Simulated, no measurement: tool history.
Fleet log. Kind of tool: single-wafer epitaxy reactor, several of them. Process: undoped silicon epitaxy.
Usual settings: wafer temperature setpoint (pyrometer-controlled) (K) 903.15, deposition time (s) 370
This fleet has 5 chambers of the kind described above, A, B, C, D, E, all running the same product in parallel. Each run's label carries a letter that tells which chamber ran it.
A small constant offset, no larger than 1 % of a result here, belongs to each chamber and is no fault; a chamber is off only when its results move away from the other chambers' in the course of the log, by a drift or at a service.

run	hour	wafer temperature setpoint (pyrometer-controlled) (K)	deposition time (s)	read-back reference wafer on the same gauge, thickness_nm	mean film thickness on the monitor wafer (Å)
1B	7.3	903.15	370	37.381	401.01
2A	20.5	903.15	370	37.395	397.66
3C	27.8	903.15	370	37.381	398.46
4E	37.7	903.15	370	37.399	398.73
5D	49.8	903.15	370	37.409	396.35
6B	63.1	903.15	370	37.396	402.49
7D	74	903.15	370	37.412	394.49
8C	81.8	903.15	370	37.405	396.86
9E	96.4	903.15	370	37.369	399.43
10A	103.9	903.15	370	37.407	398.19
11D	113.3	903.15	370	37.378	395.83
12B	127.8	903.15	370	37.396	402.24
13A	139.6	903.15	370	37.41	397.96
14E	153.4	907.15	314	37.4	368.69
15C	164.3	907.15	314	37.396	368.98
16E	175.8	907.15	314	37.372	369.07
17B	191.2	907.15	314	37.392	372.94
18A	199.5	907.15	314	37.402	369.49
19D	207.3	903.15	370	37.404	400.42
20C	217.8	903.15	370	37.405	395.72
21C	232.6	903.15	370	37.393	397.73
# hour 243.6: chamber B: pyrometer calibrated
22A	247.5	903.15	370	37.39	398.13
23E	259.5	903.15	370	37.418	397.35
24D	267.7	916.15	426	37.412	615.05
25B	281.8	916.15	426	37.376	622.69
26E	292.7	916.15	426	37.39	612.23
27D	302	916.15	426	37.405	617.21
28A	310.7	916.15	426	37.379	613.22
29C	321.1	903.15	370	37.384	397.2
30B	332.9	912.15	370	37.396	493.92
31B	346.1	912.15	370	37.383	493.17
32D	355.3	912.15	370	37.39	492.9
33E	368.3	912.15	370	37.394	486.78
34C	377.1	912.15	370	37.407	485.94

Predict what each chamber gives when all 5 of them run the settings below next.
35A	388.5	903.15	370		?
35B	388.5	903.15	370		?
35C	388.5	903.15	370		?
35D	388.5	903.15	370		?
35E	388.5	903.15	370		?

run	mean film thickness on the monitor wafer (Å)
35A	398.08
35B	402.08
35C	398.5
35D	406.17
35E	397.79
